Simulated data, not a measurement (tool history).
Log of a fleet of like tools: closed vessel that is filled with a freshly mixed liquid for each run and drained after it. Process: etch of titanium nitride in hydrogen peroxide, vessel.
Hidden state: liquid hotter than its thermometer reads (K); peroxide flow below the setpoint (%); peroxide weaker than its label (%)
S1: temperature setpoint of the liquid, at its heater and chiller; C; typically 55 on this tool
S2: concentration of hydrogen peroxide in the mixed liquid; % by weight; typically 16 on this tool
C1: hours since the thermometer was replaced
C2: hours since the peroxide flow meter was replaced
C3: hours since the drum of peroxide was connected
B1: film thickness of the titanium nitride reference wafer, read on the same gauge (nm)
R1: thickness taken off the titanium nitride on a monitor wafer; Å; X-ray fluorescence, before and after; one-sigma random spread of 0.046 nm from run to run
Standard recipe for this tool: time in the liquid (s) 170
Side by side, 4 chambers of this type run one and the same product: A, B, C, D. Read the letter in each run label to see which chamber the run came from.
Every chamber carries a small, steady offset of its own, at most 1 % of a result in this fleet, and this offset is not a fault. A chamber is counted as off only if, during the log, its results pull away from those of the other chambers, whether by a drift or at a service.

-- hour=9.7 chamber C: peroxide flow meter replaced
run 1C hour=13 | S1=55 S2=16 time_in_the_liquid_(s)=170 | C1=872.2 C2=3.3 C3=150 | B1=119.99 | R1=117.77
run 2B hour=26.1 | S1=55 S2=16 time_in_the_liquid_(s)=170 | C1=2001.2 C2=1652.2 C3=364.8 | B1=119.99 | R1=118.2
-- hour=27.8 chamber A: thermometer replaced
run 3A hour=34.3 | S1=55 S2=16 time_in_the_liquid_(s)=170 | C1=6.5 C2=521.5 C3=492 | B1=120.02 | R1=116.7
run 4D hour=49.7 | S1=55 S2=16 time_in_the_liquid_(s)=170 | C1=2149.9 C2=677.4 C3=1500.8 | B1=119.99 | R1=117.25
-- hour=60.4 chamber A: new drum of peroxide connected
run 5A hour=60.9 | S1=55 S2=16 time_in_the_liquid_(s)=170 | C1=33.1 C2=548.1 C3=0.5 | B1=119.98 | R1=117.62
-- hour=64.8 chamber D: new drum of peroxide connected
run 6B hour=68 | S1=55 S2=16 time_in_the_liquid_(s)=170 | C1=2043.1 C2=1694.1 C3=406.7 | B1=120.01 | R1=117.23
run 7D hour=75.9 | S1=55 S2=16 time_in_the_liquid_(s)=170 | C1=2176.1 C2=703.6 C3=11.2 | B1=119.97 | R1=118.45
run 8C hour=83.9 | S1=55 S2=16 time_in_the_liquid_(s)=170 | C1=943.1 C2=74.2 C3=220.9 | B1=119.98 | R1=116.84
run 9C hour=99.4 | S1=55 S2=16 time_in_the_liquid_(s)=265 | C1=958.6 C2=89.7 C3=236.4 | B1=119.97 | R1=183.09
run 10B hour=106.8 | S1=55 S2=16 time_in_the_liquid_(s)=265 | C1=2081.9 C2=1732.9 C3=445.5 | B1=119.94 | R1=183.52
run 11A hour=118.4 | S1=55 S2=16 time_in_the_liquid_(s)=265 | C1=90.6 C2=605.6 C3=58 | B1=119.97 | R1=184.6
run 12D hour=125.5 | S1=55 S2=16 time_in_the_liquid_(s)=265 | C1=2225.7 C2=753.2 C3=60.8 | B1=119.94 | R1=183.82
run 13B hour=138 | S1=55 S2=16 time_in_the_liquid_(s)=170 | C1=2113.1 C2=1764.1 C3=476.7 | B1=119.97 | R1=116.93
run 14D hour=153.2 | S1=55 S2=16 time_in_the_liquid_(s)=170 | C1=2253.4 C2=780.9 C3=88.5 | B1=119.96 | R1=118.18
run 15C hour=166.2 | S1=55 S2=16 time_in_the_liquid_(s)=170 | C1=1025.4 C2=156.5 C3=303.2 | B1=120 | R1=117.32
run 16A hour=175.8 | S1=55 S2=16 time_in_the_liquid_(s)=170 | C1=148 C2=663 C3=115.4 | B1=119.99 | R1=118.08
run 17A hour=188.4 | S1=55 S2=16 time_in_the_liquid_(s)=170 | C1=160.6 C2=675.6 C3=128 | B1=119.99 | R1=116.83
run 18C hour=200.1 | S1=55 S2=16 time_in_the_liquid_(s)=170 | C1=1059.3 C2=190.4 C3=337.1 | B1=120.01 | R1=117.27
-- hour=208.3 chamber B: new drum of peroxide connected
run 19B hour=210 | S1=55 S2=16 time_in_the_liquid_(s)=170 | C1=2185.1 C2=1836.1 C3=1.8 | B1=120.04 | R1=118.18
run 20D hour=216.7 | S1=55 S2=16 time_in_the_liquid_(s)=170 | C1=2316.9 C2=844.4 C3=152 | B1=119.95 | R1=118.11
run 21A hour=226.4 | S1=55 S2=12 time_in_the_liquid_(s)=170 | C1=198.6 C2=713.6 C3=166 | B1=120.01 | R1=110.6
run 22C hour=238.5 | S1=55 S2=12 time_in_the_liquid_(s)=170 | C1=1097.7 C2=228.8 C3=375.5 | B1=119.97 | R1=111.61
run 23D hour=253.9 | S1=55 S2=12 time_in_the_liquid_(s)=170 | C1=2354.1 C2=881.6 C3=189.2 | B1=119.96 | R1=111.92
run 24B hour=264.6 | S1=55 S2=12 time_in_the_liquid_(s)=170 | C1=2239.7 C2=1890.7 C3=56.4 | B1=119.99 | R1=111.09
run 25B hour=278.7 | S1=55 S2=16 time_in_the_liquid_(s)=170 | C1=2253.8 C2=1904.8 C3=70.5 | B1=120.02 | R1=118.27
run 26A hour=290.3 | S1=55 S2=16 time_in_the_liquid_(s)=170 | C1=262.5 C2=777.5 C3=229.9 | B1=120 | R1=117.59
run 27D hour=299.3 | S1=55 S2=16 time_in_the_liquid_(s)=170 | C1=2399.5 C2=927 C3=234.6 | B1=119.99 | R1=118.51
run 28C hour=306.2 | S1=55 S2=16 time_in_the_liquid_(s)=170 | C1=1165.4 C2=296.5 C3=443.2 | B1=120 | R1=119.71
run 29B hour=317.7 | S1=55 S2=19 time_in_the_liquid_(s)=110 | C1=2292.8 C2=1943.8 C3=109.5 | B1=119.98 | R1=79.186
run 30D hour=325.9 | S1=55 S2=19 time_in_the_liquid_(s)=110 | C1=2426.1 C2=953.6 C3=261.2 | B1=119.99 | R1=79.89
run 31C hour=333.8 | S1=55 S2=19 time_in_the_liquid_(s)=110 | C1=1193 C2=324.1 C3=470.8 | B1=119.99 | R1=81.026
run 32A hour=343.7 | S1=55 S2=19 time_in_the_liquid_(s)=110 | C1=315.9 C2=830.9 C3=283.3 | B1=120.02 | R1=78.476
run 33B hour=359.1 | S1=55 S2=16 time_in_the_liquid_(s)=170 | C1=2334.2 C2=1985.2 C3=150.9 | B1=120.02 | R1=117.2
run 34C hour=372.2 | S1=55 S2=16 time_in_the_liquid_(s)=170 | C1=1231.4 C2=362.5 C3=509.2 | B1=119.98 | R1=121.73
run 35A hour=381.1 | S1=55 S2=16 time_in_the_liquid_(s)=170 | C1=353.3 C2=868.3 C3=320.7 | B1=119.99 | R1=116.93
run 36D hour=389.1 | S1=55 S2=16 time_in_the_liquid_(s)=170 | C1=2489.3 C2=1016.8 C3=324.4 | B1=120.01 | R1=118.33
-- hour=391.8 chamber C: new drum of peroxide connected
run 37A hour=400.1 | S1=55 S2=16 time_in_the_liquid_(s)=170 | C1=372.3 C2=887.3 C3=339.7 | B1=120.04 | R1=118.08
run 38C hour=412.3 | S1=55 S2=16 time_in_the_liquid_(s)=170 | C1=1271.5 C2=402.6 C3=20.6 | B1=120.02 | R1=123.13
run 39D hour=422.6 | S1=55 S2=16 time_in_the_liquid_(s)=170 | C1=2522.8 C2=1050.3 C3=357.9 | B1=119.97 | R1=117.82
run 40B hour=433.6 | S1=55 S2=16 time_in_the_liquid_(s)=170 | C1=2408.7 C2=2059.7 C3=225.4 | B1=120 | R1=118.15
run 41D hour=441.4 | S1=55 S2=16 time_in_the_liquid_(s)=170 | C1=2541.6 C2=1069.1 C3=376.7 | B1=119.97 | R1=117.69
run 42A hour=449 | S1=55 S2=16 time_in_the_liquid_(s)=170 | C1=421.2 C2=936.2 C3=388.6 | B1=120 | R1=117.73
run 43B hour=456.2 | S1=55 S2=16 time_in_the_liquid_(s)=170 | C1=2431.3 C2=2082.3 C3=248 | B1=119.99 | R1=117.24

Does one chamber stand apart from the rest, does the shared gauge drift, or is all well apart from small per-chamber offsets? Give the chamber and the most likely cause, where there is one.

Little by little, chamber C moves away from the other chambers.
Likeliest cause: liquid hotter than its thermometer reads (K) = 0.813.

Here are 4 candidates for chamber C's next run, each the usual settings with a change, their results left as question marks. Which one brings its results back in line with what the others give on the usual settings?
A result is in line if it is within this distance of the other chambers' mean on the usual settings: R1 1.6 Å
run 44C-1 hour=467.3 | S1=55 S2=17 time_in_the_liquid_(s)=170 | R1=?
run 44C-2 hour=467.3 | S1=55 S2=15 time_in_the_liquid_(s)=170 | R1=?
run 44C-3 hour=467.3 | S1=55 S2=20 time_in_the_liquid_(s)=170 | R1=?
run 44C-4 hour=467.3 | S1=55 S2=12.5 time_in_the_liquid_(s)=170 | R1=?

The mean the other chambers reach with the usual settings: R1 117.8 Å
run=44C-1 R1=124.95
run=44C-2 R1=121.69
run=44C-3 R1=129.34
run=44C-4 R1=117.14
It is 44C-4 that realigns the chamber with its peers.
